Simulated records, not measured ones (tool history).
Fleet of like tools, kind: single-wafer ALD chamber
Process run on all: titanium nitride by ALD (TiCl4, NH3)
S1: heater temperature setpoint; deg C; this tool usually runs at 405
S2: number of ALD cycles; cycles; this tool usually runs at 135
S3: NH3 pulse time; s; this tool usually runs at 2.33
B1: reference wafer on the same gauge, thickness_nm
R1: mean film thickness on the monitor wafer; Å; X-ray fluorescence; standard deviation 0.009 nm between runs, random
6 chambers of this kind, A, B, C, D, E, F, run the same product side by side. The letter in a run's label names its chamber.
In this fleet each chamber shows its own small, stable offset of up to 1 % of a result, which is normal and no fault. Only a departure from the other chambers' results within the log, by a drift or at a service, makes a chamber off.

Run 1C, hour 9.5: usual settings; B1 2.7897. Result: R1 29.967 Å.
Run 2E, hour 22.4: usual settings; B1 2.7917. Result: R1 29.708 Å.
Run 3B, hour 31.1: usual settings; B1 2.7885. Result: R1 29.878 Å.
Run 4D, hour 39.5: usual settings; B1 2.7920. Result: R1 29.864 Å.
Run 5F, hour 53.3: usual settings; B1 2.7897. Result: R1 30.057 Å.
Run 6A, hour 66.0: usual settings; B1 2.7890. Result: R1 29.988 Å.
Run 7D, hour 75.4: usual settings; B1 2.7893. Result: R1 29.887 Å.
Run 8F, hour 84.4: usual settings; B1 2.7890. Result: R1 30.069 Å.
Run 9B, hour 96.4: usual settings; B1 2.7901. Result: R1 29.840 Å.
Run 10C, hour 107.9: usual settings; B1 2.7897. Result: R1 29.843 Å.
Run 11E, hour 117.6: usual settings; B1 2.7895. Result: R1 29.588 Å.
Run 12A, hour 125.8: usual settings; B1 2.7915. Result: R1 29.860 Å.
Run 13D, hour 135.3: usual settings but S1 415 deg C, S3 1.48 s; B1 2.7879. Result: R1 29.510 Å.
Run 14F, hour 141.6: usual settings but S1 415 deg C, S3 1.48 s; B1 2.7899. Result: R1 29.631 Å.
Run 15A, hour 153.6: usual settings but S1 415 deg C, S3 1.48 s; B1 2.7895. Result: R1 29.636 Å.
Run 16B, hour 162.9: usual settings but S1 415 deg C, S3 1.48 s; B1 2.7901. Result: R1 29.491 Å.
Run 17E, hour 173.4: usual settings but S1 415 deg C, S3 1.48 s; B1 2.7889. Result: R1 29.181 Å.
Run 18C, hour 181.7: usual settings but S1 415 deg C, S3 1.48 s; B1 2.7881. Result: R1 29.512 Å.
Run 19B, hour 194.7: usual settings but S2 111 cycles, S3 2.91 s; B1 2.7915. Result: R1 24.537 Å.
Run 20C, hour 206.2: usual settings but S2 111 cycles, S3 2.91 s; B1 2.7919. Result: R1 24.752 Å.
Run 21E, hour 218.2: usual settings but S2 111 cycles, S3 2.91 s; B1 2.7912. Result: R1 24.597 Å.
Run 22D, hour 229.9: usual settings but S2 111 cycles, S3 2.91 s; B1 2.7892. Result: R1 24.746 Å.
Run 23F, hour 242.8: usual settings but S2 111 cycles, S3 2.91 s; B1 2.7882. Result: R1 24.877 Å.
Run 24A, hour 250.0: usual settings but S2 111 cycles, S3 2.91 s; B1 2.7893. Result: R1 24.789 Å.
Run 25E, hour 258.5: usual settings; B1 2.7885. Result: R1 29.556 Å.
Run 26A, hour 270.0: usual settings; B1 2.7902. Result: R1 29.976 Å.
At hour 271.1: chamber B: thermocouple changed; heater temperature recalibrated.
Run 27B, hour 277.4: usual settings; B1 2.7895. Result: R1 29.873 Å.
Run 28F, hour 287.3: usual settings; B1 2.7896. Result: R1 29.985 Å.
Run 29C, hour 294.2: usual settings; B1 2.7887. Result: R1 29.904 Å.
Run 30D, hour 304.9: usual settings; B1 2.7907. Result: R1 29.845 Å.
Run 31B, hour 311.2: usual settings; B1 2.7904. Result: R1 29.953 Å.
Run 32A, hour 321.8: usual settings; B1 2.7907. Result: R1 29.985 Å.
Run 33F, hour 330.9: usual settings; B1 2.7918. Result: R1 29.986 Å.
Run 34C, hour 341.2: usual settings but S2 122 cycles, S3 1.93 s; B1 2.7885. Result: R1 26.712 Å.
Run 35E, hour 347.8: usual settings but S2 122 cycles, S3 1.93 s; B1 2.7898. Result: R1 26.485 Å.
Run 36D, hour 354.9: usual settings but S2 122 cycles, S3 1.93 s; B1 2.7895. Result: R1 26.873 Å.
Run 37E, hour 362.7: usual settings but S2 122 cycles, S3 1.93 s; B1 2.7894. Result: R1 26.774 Å.
Run 38A, hour 375.4: usual settings but S2 122 cycles, S3 1.93 s; B1 2.7895. Result: R1 26.861 Å.
Run 39C, hour 388.6: usual settings but S2 122 cycles, S3 1.93 s; B1 2.7908. Result: R1 26.871 Å.
Run 40F, hour 401.1: usual settings but S2 148 cycles; B1 2.7912. Result: R1 32.819 Å.
Run 41B, hour 409.1: usual settings but S2 148 cycles; B1 2.7909. Result: R1 32.659 Å.
Run 42D, hour 415.8: usual settings but S2 148 cycles; B1 2.7915. Result: R1 32.749 Å.

One chamber off, gauge drift, or nothing amiss beyond the chambers' own small offsets? If it is a chamber, which one, and what is the likeliest cause?

Nothing is wrong: each chamber keeps only its own small, steady offset and the gauge holds still.
